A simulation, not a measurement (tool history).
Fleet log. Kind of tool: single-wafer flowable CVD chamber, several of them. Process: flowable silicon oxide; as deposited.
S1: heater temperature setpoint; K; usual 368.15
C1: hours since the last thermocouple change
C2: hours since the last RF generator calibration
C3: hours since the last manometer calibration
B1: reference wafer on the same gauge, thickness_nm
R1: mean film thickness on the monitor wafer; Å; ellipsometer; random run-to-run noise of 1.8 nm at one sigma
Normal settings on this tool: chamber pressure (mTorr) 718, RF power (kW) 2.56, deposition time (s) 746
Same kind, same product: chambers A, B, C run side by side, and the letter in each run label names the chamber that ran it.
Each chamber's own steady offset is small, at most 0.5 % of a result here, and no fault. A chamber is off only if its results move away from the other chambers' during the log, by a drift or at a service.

run 1A hour=6.9 | S1=368.15 chamber_pressure_(mTorr)=718 RF_power_(kW)=2.56 deposition_time_(s)=746 | C1=1325.4 C2=552.7 C3=1946.5 | B1=550.23 | R1=4820.1
run 2C hour=14.3 | S1=368.15 chamber_pressure_(mTorr)=718 RF_power_(kW)=2.56 deposition_time_(s)=746 | C1=857.8 C2=105.4 C3=275.8 | B1=549.9 | R1=4842.6
-- hour=17.7 chamber B: thermocouple changed; heater temperature recalibrated
run 3B hour=18.6 | S1=368.15 chamber_pressure_(mTorr)=718 RF_power_(kW)=2.56 deposition_time_(s)=746 | C1=0.9 C2=1949.6 C3=1721.7 | B1=550.22 | R1=4848.8
run 4B hour=26.4 | S1=368.15 chamber_pressure_(mTorr)=718 RF_power_(kW)=2.56 deposition_time_(s)=746 | C1=8.7 C2=1957.4 C3=1729.5 | B1=549.85 | R1=4843.7
run 5A hour=31.9 | S1=368.15 chamber_pressure_(mTorr)=718 RF_power_(kW)=2.56 deposition_time_(s)=746 | C1=1350.4 C2=577.7 C3=1971.5 | B1=550.02 | R1=4829
run 6C hour=39.5 | S1=368.15 chamber_pressure_(mTorr)=718 RF_power_(kW)=2.56 deposition_time_(s)=746 | C1=883 C2=130.6 C3=301 | B1=550.61 | R1=4854.9
run 7A hour=44.8 | S1=368.15 chamber_pressure_(mTorr)=718 RF_power_(kW)=2.56 deposition_time_(s)=746 | C1=1363.3 C2=590.6 C3=1984.4 | B1=549.87 | R1=4825.5
run 8C hour=51.7 | S1=368.15 chamber_pressure_(mTorr)=718 RF_power_(kW)=2.56 deposition_time_(s)=746 | C1=895.2 C2=142.8 C3=313.2 | B1=550.25 | R1=4865.9
run 9B hour=57.1 | S1=368.15 chamber_pressure_(mTorr)=718 RF_power_(kW)=2.56 deposition_time_(s)=746 | C1=39.4 C2=1988.1 C3=1760.2 | B1=550.3 | R1=4886.1
run 10C hour=62.5 | S1=368.15 chamber_pressure_(mTorr)=718 RF_power_(kW)=2.56 deposition_time_(s)=746 | C1=906 C2=153.6 C3=324 | B1=550.41 | R1=4826.9
run 11B hour=68 | S1=368.15 chamber_pressure_(mTorr)=718 RF_power_(kW)=2.56 deposition_time_(s)=746 | C1=50.3 C2=1999 C3=1771.1 | B1=550.18 | R1=4873.7
run 12A hour=73 | S1=368.15 chamber_pressure_(mTorr)=718 RF_power_(kW)=2.56 deposition_time_(s)=746 | C1=1391.5 C2=618.8 C3=2012.6 | B1=550.06 | R1=4848.3
run 13A hour=79 | S1=368.15 chamber_pressure_(mTorr)=718 RF_power_(kW)=2.56 deposition_time_(s)=746 | C1=1397.5 C2=624.8 C3=2018.6 | B1=550.05 | R1=4852.2
run 14B hour=82.6 | S1=368.15 chamber_pressure_(mTorr)=718 RF_power_(kW)=2.56 deposition_time_(s)=746 | C1=64.9 C2=2013.6 C3=1785.7 | B1=550.53 | R1=4822.1
run 15C hour=89.9 | S1=368.15 chamber_pressure_(mTorr)=718 RF_power_(kW)=2.56 deposition_time_(s)=746 | C1=933.4 C2=181 C3=351.4 | B1=550.49 | R1=4822.1
run 16C hour=96.6 | S1=368.15 chamber_pressure_(mTorr)=718 RF_power_(kW)=2.56 deposition_time_(s)=746 | C1=940.1 C2=187.7 C3=358.1 | B1=549.98 | R1=4838.1
run 17B hour=103.1 | S1=368.15 chamber_pressure_(mTorr)=718 RF_power_(kW)=2.56 deposition_time_(s)=746 | C1=85.4 C2=2034.1 C3=1806.2 | B1=550.59 | R1=4845.2
run 18A hour=107.7 | S1=368.15 chamber_pressure_(mTorr)=718 RF_power_(kW)=2.56 deposition_time_(s)=746 | C1=1426.2 C2=653.5 C3=2047.3 | B1=549.55 | R1=4830.7
run 19B hour=113.4 | S1=368.15 chamber_pressure_(mTorr)=718 RF_power_(kW)=2.56 deposition_time_(s)=746 | C1=95.7 C2=2044.4 C3=1816.5 | B1=550.28 | R1=4844.4
run 20A hour=119.5 | S1=368.15 chamber_pressure_(mTorr)=718 RF_power_(kW)=2.56 deposition_time_(s)=746 | C1=1438 C2=665.3 C3=2059.1 | B1=549.99 | R1=4827.1
run 21C hour=125.1 | S1=368.15 chamber_pressure_(mTorr)=718 RF_power_(kW)=2.56 deposition_time_(s)=746 | C1=968.6 C2=216.2 C3=386.6 | B1=550.01 | R1=4839.7
run 22B hour=130.3 | S1=368.15 chamber_pressure_(mTorr)=718 RF_power_(kW)=2.56 deposition_time_(s)=746 | C1=112.6 C2=2061.3 C3=1833.4 | B1=549.99 | R1=4873.5
run 23A hour=135.9 | S1=368.15 chamber_pressure_(mTorr)=718 RF_power_(kW)=2.56 deposition_time_(s)=746 | C1=1454.4 C2=681.7 C3=2075.5 | B1=550.28 | R1=4846.3
run 24C hour=141.1 | S1=368.15 chamber_pressure_(mTorr)=718 RF_power_(kW)=2.56 deposition_time_(s)=746 | C1=984.6 C2=232.2 C3=402.6 | B1=550.36 | R1=4845
run 25A hour=144.7 | S1=368.15 chamber_pressure_(mTorr)=718 RF_power_(kW)=2.56 deposition_time_(s)=746 | C1=1463.2 C2=690.5 C3=2084.3 | B1=550.35 | R1=4850.2
run 26B hour=149.7 | S1=368.15 chamber_pressure_(mTorr)=718 RF_power_(kW)=2.56 deposition_time_(s)=746 | C1=132 C2=2080.7 C3=1852.8 | B1=549.72 | R1=4820.1
run 27C hour=154.6 | S1=368.15 chamber_pressure_(mTorr)=718 RF_power_(kW)=2.56 deposition_time_(s)=746 | C1=998.1 C2=245.7 C3=416.1 | B1=550.04 | R1=4827.6
run 28B hour=162.6 | S1=356.15 chamber_pressure_(mTorr)=718 RF_power_(kW)=2.56 deposition_time_(s)=838 | C1=144.9 C2=2093.6 C3=1865.7 | B1=549.54 | R1=7957.5
run 29C hour=167.2 | S1=356.15 chamber_pressure_(mTorr)=718 RF_power_(kW)=2.56 deposition_time_(s)=838 | C1=1010.7 C2=258.3 C3=428.7 | B1=550.36 | R1=7857
run 30A hour=171.7 | S1=356.15 chamber_pressure_(mTorr)=718 RF_power_(kW)=2.56 deposition_time_(s)=838 | C1=1490.2 C2=717.5 C3=2111.3 | B1=549.94 | R1=7902.4
run 31A hour=178 | S1=368.15 chamber_pressure_(mTorr)=718 RF_power_(kW)=2.56 deposition_time_(s)=746 | C1=1496.5 C2=723.8 C3=2117.6 | B1=550.45 | R1=4832.6
run 32B hour=184.5 | S1=368.15 chamber_pressure_(mTorr)=718 RF_power_(kW)=2.56 deposition_time_(s)=746 | C1=166.8 C2=2115.5 C3=1887.6 | B1=550.01 | R1=4852.2
run 33C hour=189.4 | S1=368.15 chamber_pressure_(mTorr)=718 RF_power_(kW)=2.56 deposition_time_(s)=746 | C1=1032.9 C2=280.5 C3=450.9 | B1=549.74 | R1=4830.6
run 34C hour=195.4 | S1=368.15 chamber_pressure_(mTorr)=718 RF_power_(kW)=2.56 deposition_time_(s)=746 | C1=1038.9 C2=286.5 C3=456.9 | B1=549.63 | R1=4804.3
run 35A hour=202.2 | S1=368.15 chamber_pressure_(mTorr)=718 RF_power_(kW)=2.56 deposition_time_(s)=746 | C1=1520.7 C2=748 C3=2141.8 | B1=550.22 | R1=4844.7
run 36B hour=207.2 | S1=368.15 chamber_pressure_(mTorr)=718 RF_power_(kW)=2.56 deposition_time_(s)=746 | C1=189.5 C2=2138.2 C3=1910.3 | B1=549.79 | R1=4840.1
run 37B hour=212.7 | S1=368.15 chamber_pressure_(mTorr)=718 RF_power_(kW)=2.56 deposition_time_(s)=746 | C1=195 C2=2143.7 C3=1915.8 | B1=549.64 | R1=4863.4
run 38C hour=216.8 | S1=368.15 chamber_pressure_(mTorr)=718 RF_power_(kW)=2.56 deposition_time_(s)=746 | C1=1060.3 C2=307.9 C3=478.3 | B1=549.52 | R1=4839.3
run 39A hour=221 | S1=368.15 chamber_pressure_(mTorr)=718 RF_power_(kW)=2.56 deposition_time_(s)=746 | C1=1539.5 C2=766.8 C3=2160.6 | B1=550.16 | R1=4856.2
run 40C hour=224.9 | S1=368.15 chamber_pressure_(mTorr)=718 RF_power_(kW)=2.56 deposition_time_(s)=746 | C1=1068.4 C2=316 C3=486.4 | B1=550.08 | R1=4852.1
run 41A hour=230.3 | S1=368.15 chamber_pressure_(mTorr)=718 RF_power_(kW)=2.56 deposition_time_(s)=746 | C1=1548.8 C2=776.1 C3=2169.9 | B1=550.1 | R1=4832.1
run 42B hour=236.7 | S1=368.15 chamber_pressure_(mTorr)=718 RF_power_(kW)=2.56 deposition_time_(s)=746 | C1=219 C2=2167.7 C3=1939.8 | B1=549.69 | R1=4884.2
run 43B hour=242.7 | S1=368.15 chamber_pressure_(mTorr)=718 RF_power_(kW)=2.56 deposition_time_(s)=746 | C1=225 C2=2173.7 C3=1945.8 | B1=550.21 | R1=4852.5

Has any chamber moved away from the others, gradually or after a service, or does the common gauge drift, or do the chambers differ only by their own small steady offsets? State the chamber and the most likely cause if one applies.

All chambers stay in line apart from their small fixed offsets, and the gauge does not drift.
